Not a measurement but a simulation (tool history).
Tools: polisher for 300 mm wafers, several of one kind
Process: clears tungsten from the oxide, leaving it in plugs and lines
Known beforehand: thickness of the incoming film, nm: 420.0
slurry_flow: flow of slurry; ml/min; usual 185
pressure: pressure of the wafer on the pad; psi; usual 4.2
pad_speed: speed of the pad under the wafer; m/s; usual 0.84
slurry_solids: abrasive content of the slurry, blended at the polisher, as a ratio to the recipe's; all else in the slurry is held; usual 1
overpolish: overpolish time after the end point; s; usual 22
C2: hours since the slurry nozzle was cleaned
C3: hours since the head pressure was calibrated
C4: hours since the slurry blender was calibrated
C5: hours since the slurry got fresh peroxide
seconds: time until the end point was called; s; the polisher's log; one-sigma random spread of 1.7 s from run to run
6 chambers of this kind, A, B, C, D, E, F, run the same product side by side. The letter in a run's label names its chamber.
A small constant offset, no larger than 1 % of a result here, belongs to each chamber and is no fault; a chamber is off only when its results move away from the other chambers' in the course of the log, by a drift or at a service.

{"hour": 0.1, "done": "chamber C: slurry blender recalibrated"}
{"hour": 2.6, "done": "chamber B: slurry tank refilled with fresh slurry and peroxide"}
{"run": "1D", "hour": 6.0, "slurry_flow": 185, "pressure": 4.2, "pad_speed": 0.84, "slurry_solids": 1, "overpolish": 22, "wafers polished on this pad": 231, "C2": 159.8, "C3": 255.7, "C4": 254.6, "C5": 23.1, "seconds": 96.091}
{"hour": 12.5, "done": "chamber C: slurry tank refilled with fresh slurry and peroxide"}
{"run": "2C", "hour": 13.5, "slurry_flow": 185, "pressure": 4.2, "pad_speed": 0.84, "slurry_solids": 1, "overpolish": 22, "wafers polished on this pad": 936, "C2": 311.8, "C3": 589.8, "C4": 13.4, "C5": 1.1, "seconds": 92.64}
{"run": "3B", "hour": 19.0, "slurry_flow": 185, "pressure": 4.2, "pad_speed": 0.84, "slurry_solids": 1, "overpolish": 22, "wafers polished on this pad": 570, "C2": 596.4, "C3": 614.9, "C4": 248.6, "C5": 16.5, "seconds": 93.423}
{"hour": 20.0, "done": "chamber A: slurry tank refilled with fresh slurry and peroxide"}
{"run": "4E", "hour": 23.4, "slurry_flow": 185, "pressure": 4.2, "pad_speed": 0.84, "slurry_solids": 1, "overpolish": 22, "wafers polished on this pad": 259, "C2": 296.2, "C3": 1408.2, "C4": 23.5, "C5": 38.5, "seconds": 92.458}
{"run": "5A", "hour": 27.5, "slurry_flow": 185, "pressure": 4.2, "pad_speed": 0.84, "slurry_solids": 1, "overpolish": 22, "wafers polished on this pad": 347, "C2": 50, "C3": 273.6, "C4": 83.1, "C5": 7.6, "seconds": 92.98}
{"hour": 30.3, "done": "chamber F: slurry tank refilled with fresh slurry and peroxide"}
{"run": "6F", "hour": 32.4, "slurry_flow": 185, "pressure": 4.2, "pad_speed": 0.84, "slurry_solids": 1, "overpolish": 22, "wafers polished on this pad": 777, "C2": 71.8, "C3": 135.5, "C4": 88.7, "C5": 2.2, "seconds": 93.5}
{"run": "7B", "hour": 36.1, "slurry_flow": 185, "pressure": 4.2, "pad_speed": 0.84, "slurry_solids": 1, "overpolish": 22, "wafers polished on this pad": 735, "C2": 613.5, "C3": 632, "C4": 265.7, "C5": 33.6, "seconds": 90.571}
{"hour": 38.9, "done": "chamber C: worn pad replaced by a new one"}
{"run": "8F", "hour": 40.2, "slurry_flow": 185, "pressure": 4.2, "pad_speed": 0.84, "slurry_solids": 1, "overpolish": 22, "wafers polished on this pad": 853, "C2": 79.6, "C3": 143.3, "C4": 96.5, "C5": 10, "seconds": 93.273}
{"hour": 45.4, "done": "chamber D: slurry tank refilled with fresh slurry and peroxide"}
{"run": "9C", "hour": 46.5, "slurry_flow": 185, "pressure": 4.2, "pad_speed": 0.84, "slurry_solids": 1, "overpolish": 22, "wafers polished on this pad": 74, "C2": 344.8, "C3": 622.8, "C4": 46.4, "C5": 34.1, "seconds": 95.556}
{"hour": 47.3, "done": "chamber B: slurry blender recalibrated"}
{"run": "10A", "hour": 49.9, "slurry_flow": 185, "pressure": 4.2, "pad_speed": 0.84, "slurry_solids": 1, "overpolish": 22, "wafers polished on this pad": 563, "C2": 72.4, "C3": 296, "C4": 105.5, "C5": 30, "seconds": 91.922}
{"hour": 53.7, "done": "chamber F: worn pad replaced by a new one"}
{"run": "11E", "hour": 57.7, "slurry_flow": 185, "pressure": 4.2, "pad_speed": 0.84, "slurry_solids": 1, "overpolish": 22, "wafers polished on this pad": 590, "C2": 330.5, "C3": 1442.5, "C4": 57.8, "C5": 72.8, "seconds": 95.239}
{"run": "12D", "hour": 62.5, "slurry_flow": 185, "pressure": 4.2, "pad_speed": 0.84, "slurry_solids": 1, "overpolish": 22, "wafers polished on this pad": 776, "C2": 216.3, "C3": 312.2, "C4": 311.1, "C5": 17.2, "seconds": 91.393}
{"hour": 62.6, "done": "chamber A: slurry blender recalibrated"}
{"run": "13E", "hour": 69.2, "slurry_flow": 185, "pressure": 4.2, "pad_speed": 0.84, "slurry_solids": 1, "overpolish": 22, "wafers polished on this pad": 701, "C2": 342, "C3": 1454, "C4": 69.3, "C5": 84.3, "seconds": 94.493}
{"hour": 73.6, "done": "chamber C: slurry tank refilled with fresh slurry and peroxide"}
{"run": "14B", "hour": 76.0, "slurry_flow": 185, "pressure": 4.2, "pad_speed": 0.84, "slurry_solids": 1, "overpolish": 22, "wafers polished on this pad": 1120, "C2": 653.4, "C3": 671.9, "C4": 28.7, "C5": 73.5, "seconds": 92.273}
{"hour": 79.3, "done": "chamber E: worn pad replaced by a new one"}
{"hour": 79.7, "done": "chamber B: slurry nozzle cleaned"}
{"run": "15D", "hour": 80.5, "slurry_flow": 185, "pressure": 5, "pad_speed": 0.84, "slurry_solids": 1, "overpolish": 22, "wafers polished on this pad": 949, "C2": 234.3, "C3": 330.2, "C4": 329.1, "C5": 35.2, "seconds": 79.218}
{"run": "16F", "hour": 84.4, "slurry_flow": 185, "pressure": 5, "pad_speed": 0.84, "slurry_solids": 1, "overpolish": 22, "wafers polished on this pad": 296, "C2": 123.8, "C3": 187.5, "C4": 140.7, "C5": 54.2, "seconds": 78.3}
{"run": "17C", "hour": 88.8, "slurry_flow": 185, "pressure": 5, "pad_speed": 0.84, "slurry_solids": 1, "overpolish": 22, "wafers polished on this pad": 482, "C2": 387.1, "C3": 665.1, "C4": 88.7, "C5": 15.3, "seconds": 78.948}
{"hour": 92.3, "done": "chamber E: head pressure recalibrated"}
{"hour": 94.1, "done": "chamber B: head pressure recalibrated"}
{"run": "18A", "hour": 95.9, "slurry_flow": 185, "pressure": 5, "pad_speed": 0.84, "slurry_solids": 1, "overpolish": 22, "wafers polished on this pad": 1007, "C2": 118.4, "C3": 342, "C4": 33.3, "C5": 76, "seconds": 79.761}
{"hour": 101.9, "done": "chamber B: worn pad replaced by a new one"}
{"hour": 103.1, "done": "chamber B: slurry tank refilled with fresh slurry and peroxide"}
{"run": "19A", "hour": 103.5, "slurry_flow": 185, "pressure": 5, "pad_speed": 0.84, "slurry_solids": 1, "overpolish": 22, "wafers polished on this pad": 1080, "C2": 126, "C3": 349.6, "C4": 40.9, "C5": 83.6, "seconds": 76.38}
{"hour": 105.9, "done": "chamber E: slurry blender recalibrated"}
{"run": "20D", "hour": 107.0, "slurry_flow": 185, "pressure": 5, "pad_speed": 0.84, "slurry_solids": 1, "overpolish": 22, "wafers polished on this pad": 1205, "C2": 260.8, "C3": 356.7, "C4": 355.6, "C5": 61.7, "seconds": 77.333}
{"hour": 110.3, "done": "chamber A: slurry tank refilled with fresh slurry and peroxide"}
{"hour": 111.1, "done": "chamber D: slurry tank refilled with fresh slurry and peroxide"}
{"run": "21C", "hour": 111.6, "slurry_flow": 185, "pressure": 4.2, "pad_speed": 0.84, "slurry_solids": 1, "overpolish": 22, "wafers polished on this pad": 701, "C2": 409.9, "C3": 687.9, "C4": 111.5, "C5": 38.1, "seconds": 91.246}
{"hour": 114.2, "done": "chamber D: worn pad replaced by a new one"}
{"run": "22F", "hour": 116.6, "slurry_flow": 185, "pressure": 4.2, "pad_speed": 0.84, "slurry_solids": 1, "overpolish": 22, "wafers polished on this pad": 606, "C2": 156, "C3": 219.7, "C4": 172.9, "C5": 86.4, "seconds": 90.635}
{"run": "23B", "hour": 123.2, "slurry_flow": 185, "pressure": 4.2, "pad_speed": 0.84, "slurry_solids": 1, "overpolish": 22, "wafers polished on this pad": 206, "C2": 43.6, "C3": 29.2, "C4": 75.9, "C5": 20.1, "seconds": 86.842}
{"hour": 126.8, "done": "chamber A: worn pad replaced by a new one"}
{"hour": 128.1, "done": "chamber C: head pressure recalibrated"}
{"run": "24E", "hour": 128.7, "slurry_flow": 185, "pressure": 4.2, "pad_speed": 0.84, "slurry_solids": 1, "overpolish": 22, "wafers polished on this pad": 476, "C2": 401.5, "C3": 36.5, "C4": 22.8, "C5": 143.8, "seconds": 97.328}
{"run": "25B", "hour": 136.1, "slurry_flow": 185, "pressure": 4.2, "pad_speed": 0.84, "slurry_solids": 1, "overpolish": 22, "wafers polished on this pad": 330, "C2": 56.5, "C3": 42.1, "C4": 88.8, "C5": 33, "seconds": 90.647}
{"hour": 136.7, "done": "chamber C: slurry tank refilled with fresh slurry and peroxide"}
{"run": "26A", "hour": 141.3, "slurry_flow": 185, "pressure": 4.2, "pad_speed": 0.84, "slurry_solids": 1, "overpolish": 22, "wafers polished on this pad": 139, "C2": 163.8, "C3": 387.4, "C4": 78.7, "C5": 31.1, "seconds": 94.545}
{"run": "27D", "hour": 148.3, "slurry_flow": 185, "pressure": 3.2, "pad_speed": 0.84, "slurry_solids": 1, "overpolish": 17, "wafers polished on this pad": 329, "C2": 302.1, "C3": 398, "C4": 396.9, "C5": 37.2, "seconds": 117.48}
{"run": "28C", "hour": 153.9, "slurry_flow": 185, "pressure": 3.2, "pad_speed": 0.84, "slurry_solids": 1, "overpolish": 17, "wafers polished on this pad": 1109, "C2": 452.2, "C3": 25.9, "C4": 153.8, "C5": 17.2, "seconds": 120.26}
{"hour": 156.2, "done": "chamber C: worn pad replaced by a new one"}
{"hour": 157.9, "done": "chamber A: slurry blender recalibrated"}
{"hour": 158.8, "done": "chamber E: worn pad replaced by a new one"}
{"run": "29E", "hour": 160.3, "slurry_flow": 185, "pressure": 3.2, "pad_speed": 0.84, "slurry_solids": 1, "overpolish": 17, "wafers polished on this pad": 14, "C2": 433.1, "C3": 68.1, "C4": 54.4, "C5": 175.4, "seconds": 126.24}
{"run": "30F", "hour": 166.5, "slurry_flow": 185, "pressure": 3.2, "pad_speed": 0.84, "slurry_solids": 1, "overpolish": 17, "wafers polished on this pad": 1087, "C2": 205.9, "C3": 269.6, "C4": 222.8, "C5": 136.3, "seconds": 125.93}
{"hour": 167.2, "done": "chamber C: slurry blender recalibrated"}
{"hour": 171.6, "done": "chamber F: worn pad replaced by a new one"}
{"run": "31B", "hour": 172.7, "slurry_flow": 185, "pressure": 3.2, "pad_speed": 0.84, "slurry_solids": 1, "overpolish": 17, "wafers polished on this pad": 683, "C2": 93.1, "C3": 78.7, "C4": 125.4, "C5": 69.6, "seconds": 119.32}
{"hour": 173.7, "done": "chamber D: slurry tank refilled with fresh slurry and peroxide"}
{"run": "32E", "hour": 176.5, "slurry_flow": 185, "pressure": 3.2, "pad_speed": 0.84, "slurry_solids": 1, "overpolish": 17, "wafers polished on this pad": 170, "C2": 449.3, "C3": 84.3, "C4": 70.6, "C5": 191.6, "seconds": 129.68}
{"run": "33D", "hour": 180.7, "slurry_flow": 185, "pressure": 4.2, "pad_speed": 0.84, "slurry_solids": 1, "overpolish": 22, "wafers polished on this pad": 641, "C2": 334.5, "C3": 430.4, "C4": 429.3, "C5": 7.1, "seconds": 96.627}
{"run": "34C", "hour": 187.6, "slurry_flow": 185, "pressure": 4.2, "pad_speed": 0.84, "slurry_solids": 1, "overpolish": 22, "wafers polished on this pad": 303, "C2": 485.9, "C3": 59.6, "C4": 20.5, "C5": 50.9, "seconds": 93.851}
{"hour": 190.2, "done": "chamber E: slurry nozzle cleaned"}
{"hour": 190.6, "done": "chamber D: slurry blender recalibrated"}
{"run": "35F", "hour": 191.6, "slurry_flow": 185, "pressure": 4.2, "pad_speed": 0.84, "slurry_solids": 1, "overpolish": 22, "wafers polished on this pad": 193, "C2": 231, "C3": 294.7, "C4": 247.9, "C5": 161.4, "seconds": 92.087}
{"hour": 198.4, "done": "chamber E: slurry blender recalibrated"}
{"run": "36A", "hour": 199.4, "slurry_flow": 185, "pressure": 4.2, "pad_speed": 0.84, "slurry_solids": 1, "overpolish": 22, "wafers polished on this pad": 700, "C2": 221.9, "C3": 445.5, "C4": 41.6, "C5": 89.2, "seconds": 92.199}
{"run": "37B", "hour": 202.8, "slurry_flow": 185, "pressure": 4.2, "pad_speed": 0.84, "slurry_solids": 1, "overpolish": 22, "wafers polished on this pad": 973, "C2": 123.2, "C3": 108.8, "C4": 155.5, "C5": 99.7, "seconds": 94.225}
{"hour": 204.8, "done": "chamber C: slurry tank refilled with fresh slurry and peroxide"}
{"hour": 205.9, "done": "chamber A: slurry tank refilled with fresh slurry and peroxide"}
{"run": "38F", "hour": 209.7, "slurry_flow": 185, "pressure": 4.2, "pad_speed": 0.84, "slurry_solids": 1, "overpolish": 22, "wafers polished on this pad": 367, "C2": 249.1, "C3": 312.8, "C4": 266, "C5": 179.5, "seconds": 91.355}
{"run": "39A", "hour": 216.3, "slurry_flow": 185, "pressure": 4.2, "pad_speed": 0.84, "slurry_solids": 1, "overpolish": 22, "wafers polished on this pad": 863, "C2": 238.8, "C3": 462.4, "C4": 58.5, "C5": 10.5, "seconds": 92.699}
{"run": "40D", "hour": 221.7, "slurry_flow": 185, "pressure": 4.2, "pad_speed": 0.84, "slurry_solids": 1, "overpolish": 22, "wafers polished on this pad": 1037, "C2": 375.5, "C3": 471.4, "C4": 31.2, "C5": 48.1, "seconds": 92.232}
{"run": "41E", "hour": 226.1, "slurry_flow": 185, "pressure": 4.2, "pad_speed": 0.84, "slurry_solids": 1, "overpolish": 22, "wafers polished on this pad": 649, "C2": 36, "C3": 133.9, "C4": 27.8, "C5": 241.2, "seconds": 100.81}
{"run": "42C", "hour": 229.9, "slurry_flow": 185, "pressure": 4.2, "pad_speed": 0.84, "slurry_solids": 1, "overpolish": 22, "wafers polished on this pad": 711, "C2": 528.2, "C3": 101.9, "C4": 62.8, "C5": 25.1, "seconds": 97.412}

Is one chamber off against the others, does the gauge drift, or is nothing wrong? If a chamber is off, say which, and what the likeliest cause is.

It is chamber E that slowly wanders off from its peers.
What lies behind it: peroxide lost from the slurry, % = 25.6.

Below are 4 candidate recipes for chamber E's next run, each the usual settings with a change, their results shown as question marks. Which of them brings E's results back in line with what the other chambers give on the usual settings?
In line here means within this much of the mean the other chambers give on the usual settings: seconds 6.1 s
{"run": "43E-1", "hour": 235.5, "slurry_flow": 185, "pressure": 5.2, "pad_speed": 0.84, "slurry_solids": 1, "overpolish": 22, "seconds": "?"}
{"run": "43E-2", "hour": 235.5, "slurry_flow": 185, "pressure": 4, "pad_speed": 0.8, "slurry_solids": 1, "overpolish": 22, "seconds": "?"}
{"run": "43E-3", "hour": 235.5, "slurry_flow": 180, "pressure": 3.7, "pad_speed": 0.74, "slurry_solids": 1, "overpolish": 22, "seconds": "?"}
{"run": "43E-4", "hour": 235.5, "slurry_flow": 185, "pressure": 4.4, "pad_speed": 0.88, "slurry_solids": 1, "overpolish": 22, "seconds": "?"}

The mean the other chambers reach with the usual settings: seconds 92.838 s
run=43E-1 seconds=84.792
run=43E-2 seconds=115.33
run=43E-3 seconds=135.17
run=43E-4 seconds=95.434
It is 43E-4 that realigns the chamber with its peers.

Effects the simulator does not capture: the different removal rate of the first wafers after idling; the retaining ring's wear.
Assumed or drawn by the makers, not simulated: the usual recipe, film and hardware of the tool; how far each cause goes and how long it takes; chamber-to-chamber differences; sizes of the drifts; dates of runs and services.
